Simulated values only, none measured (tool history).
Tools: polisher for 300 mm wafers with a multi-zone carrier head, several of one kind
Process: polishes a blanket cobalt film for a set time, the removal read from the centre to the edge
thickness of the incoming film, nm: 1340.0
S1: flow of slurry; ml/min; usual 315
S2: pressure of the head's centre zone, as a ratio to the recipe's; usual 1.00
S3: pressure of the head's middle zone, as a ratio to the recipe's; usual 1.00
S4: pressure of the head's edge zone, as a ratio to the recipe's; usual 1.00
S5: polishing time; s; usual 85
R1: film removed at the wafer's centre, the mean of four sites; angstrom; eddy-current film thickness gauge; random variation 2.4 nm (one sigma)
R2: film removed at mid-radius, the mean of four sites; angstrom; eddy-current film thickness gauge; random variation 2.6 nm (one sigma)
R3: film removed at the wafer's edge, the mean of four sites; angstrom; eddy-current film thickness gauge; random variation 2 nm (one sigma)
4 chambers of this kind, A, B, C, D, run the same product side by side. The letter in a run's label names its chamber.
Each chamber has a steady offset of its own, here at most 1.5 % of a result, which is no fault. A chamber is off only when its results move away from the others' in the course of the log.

Run 1C, hour 3.7: usual settings. Result: R1 2681.1 angstrom, R2 2598.1 angstrom, R3 2670.9 angstrom.
Run 2B, hour 6.0: usual settings. Result: R1 2661.9 angstrom, R2 2662.6 angstrom, R3 2684.5 angstrom.
Run 3A, hour 8.3: usual settings. Result: R1 2716.7 angstrom, R2 2711.8 angstrom, R3 2715.2 angstrom.
At hour 11.0: chamber D: centre zone pressure recalibrated.
Run 4D, hour 12.2: usual settings. Result: R1 2653.0 angstrom, R2 2693.9 angstrom, R3 2664.7 angstrom.
Run 5C, hour 15.3: usual settings. Result: R1 2706.5 angstrom, R2 2644.6 angstrom, R3 2666.6 angstrom.
Run 6D, hour 19.0: usual settings. Result: R1 2684.8 angstrom, R2 2728.1 angstrom, R3 2700.5 angstrom.
At hour 22.1: chamber D: worn pad replaced by a new one.
Run 7B, hour 23.1: usual settings. Result: R1 2628.4 angstrom, R2 2644.9 angstrom, R3 2641.7 angstrom.
Run 8A, hour 27.0: usual settings. Result: R1 2680.9 angstrom, R2 2643.4 angstrom, R3 2681.3 angstrom.
Run 9A, hour 30.5: usual settings but S3 1.10. Result: R1 2716.1 angstrom, R2 2964.6 angstrom, R3 2673.3 angstrom.
Run 10B, hour 35.6: usual settings but S3 1.10. Result: R1 2661.3 angstrom, R2 2977.6 angstrom, R3 2672.6 angstrom.
Run 11D, hour 40.2: usual settings but S3 1.10. Result: R1 2673.9 angstrom, R2 2931.7 angstrom, R3 2648.5 angstrom.
Run 12C, hour 43.5: usual settings but S3 1.10. Result: R1 2711.3 angstrom, R2 2879.8 angstrom, R3 2685.0 angstrom.
At hour 45.2: chamber C: worn pad replaced by a new one.
Run 13D, hour 46.2: usual settings. Result: R1 2694.9 angstrom, R2 2722.3 angstrom, R3 2675.9 angstrom.
Run 14A, hour 50.9: usual settings. Result: R1 2739.7 angstrom, R2 2666.6 angstrom, R3 2713.6 angstrom.
At hour 51.0: chamber A: worn pad replaced by a new one.
Run 15B, hour 53.7: usual settings. Result: R1 2649.3 angstrom, R2 2687.1 angstrom, R3 2648.2 angstrom.
Run 16C, hour 56.8: usual settings. Result: R1 2664.2 angstrom, R2 2637.7 angstrom, R3 2673.7 angstrom.
Run 17D, hour 60.0: usual settings but S4 1.11. Result: R1 2680.1 angstrom, R2 2750.5 angstrom, R3 2776.0 angstrom.
At hour 60.7: chamber B: worn pad replaced by a new one.
Run 18B, hour 65.0: usual settings but S4 1.11. Result: R1 2671.1 angstrom, R2 2664.0 angstrom, R3 2822.5 angstrom.
Run 19A, hour 70.0: usual settings but S4 1.11. Result: R1 2668.3 angstrom, R2 2665.7 angstrom, R3 2853.1 angstrom.
Run 20C, hour 73.5: usual settings but S4 1.11. Result: R1 2706.6 angstrom, R2 2623.9 angstrom, R3 2785.3 angstrom.
At hour 74.9: chamber D: worn pad replaced by a new one.
Run 21C, hour 77.8: usual settings. Result: R1 2660.1 angstrom, R2 2602.4 angstrom, R3 2675.1 angstrom.
Run 22A, hour 82.3: usual settings. Result: R1 2711.7 angstrom, R2 2663.8 angstrom, R3 2675.4 angstrom.
Run 23D, hour 86.8: usual settings. Result: R1 2661.3 angstrom, R2 2692.1 angstrom, R3 2684.3 angstrom.
Run 24B, hour 92.0: usual settings. Result: R1 2641.7 angstrom, R2 2680.2 angstrom, R3 2640.2 angstrom.
Run 25C, hour 97.3: usual settings. Result: R1 2626.8 angstrom, R2 2631.8 angstrom, R3 2623.3 angstrom.
Run 26D, hour 102.0: usual settings. Result: R1 2710.5 angstrom, R2 2733.3 angstrom, R3 2660.0 angstrom.
Run 27B, hour 106.0: usual settings but S3 0.92, S5 101 s. Result: R1 3123.2 angstrom, R2 2961.0 angstrom, R3 3143.1 angstrom.
Run 28A, hour 110.9: usual settings but S3 0.92, S5 101 s. Result: R1 3229.1 angstrom, R2 2903.0 angstrom, R3 3149.7 angstrom.
Run 29A, hour 115.8: usual settings but S3 0.92, S5 101 s. Result: R1 3131.3 angstrom, R2 2989.7 angstrom, R3 3199.0 angstrom.
Run 30B, hour 120.0: usual settings but S3 0.92, S5 101 s. Result: R1 3181.3 angstrom, R2 2948.9 angstrom, R3 3147.8 angstrom.
At hour 123.9: chamber D: worn pad replaced by a new one.
Run 31D, hour 123.9: usual settings. Result: R1 2690.6 angstrom, R2 2701.4 angstrom, R3 2695.1 angstrom.
Run 32C, hour 126.9: usual settings. Result: R1 2597.2 angstrom, R2 2551.6 angstrom, R3 2624.4 angstrom.
At hour 129.7: chamber B: worn pad replaced by a new one.
Run 33B, hour 130.6: usual settings but S2 0.91. Result: R1 2393.8 angstrom, R2 2665.4 angstrom, R3 2673.6 angstrom.
Run 34D, hour 135.3: usual settings but S2 0.91. Result: R1 2414.7 angstrom, R2 2727.8 angstrom, R3 2695.7 angstrom.
At hour 137.7: chamber D: edge zone pressure recalibrated.
Run 35C, hour 140.5: usual settings but S2 0.91. Result: R1 2323.1 angstrom, R2 2550.2 angstrom, R3 2619.1 angstrom.
Run 36A, hour 143.6: usual settings but S2 0.91. Result: R1 2423.1 angstrom, R2 2721.7 angstrom, R3 2684.1 angstrom.
At hour 143.8: chamber A: worn pad replaced by a new one.
At hour 145.8: chamber A: centre zone pressure recalibrated.
Run 37A, hour 146.9: usual settings. Result: R1 2673.1 angstrom, R2 2658.1 angstrom, R3 2684.7 angstrom.
Run 38B, hour 149.5: usual settings. Result: R1 2674.5 angstrom, R2 2730.6 angstrom, R3 2710.4 angstrom.
Run 39D, hour 154.6: usual settings. Result: R1 2644.0 angstrom, R2 2736.1 angstrom, R3 2676.0 angstrom.
At hour 155.6: chamber C: worn pad replaced by a new one.
Run 40C, hour 157.8: usual settings. Result: R1 2588.3 angstrom, R2 2500.8 angstrom, R3 2585.6 angstrom.
Run 41A, hour 162.5: usual settings. Result: R1 2679.3 angstrom, R2 2688.2 angstrom, R3 2686.7 angstrom.
Run 42D, hour 166.8: usual settings. Result: R1 2673.5 angstrom, R2 2730.1 angstrom, R3 2677.1 angstrom.

Next, every chamber runs the same settings. What will each give?
Run 43A, hour 170.6: usual settings. Result: R1 ?, R2 ?, R3 ?.
Run 43B, hour 170.6: usual settings. Result: R1 ?, R2 ?, R3 ?.
Run 43C, hour 170.6: usual settings. Result: R1 ?, R2 ?, R3 ?.
Run 43D, hour 170.6: usual settings. Result: R1 ?, R2 ?, R3 ?.

run      R1      R2      R3
43A  2685.6  2662.7  2709.0
43B  2621.0  2721.8  2647.8
43C  2501.7  2505.5  2572.0
43D  2720.8  2688.5  2654.4
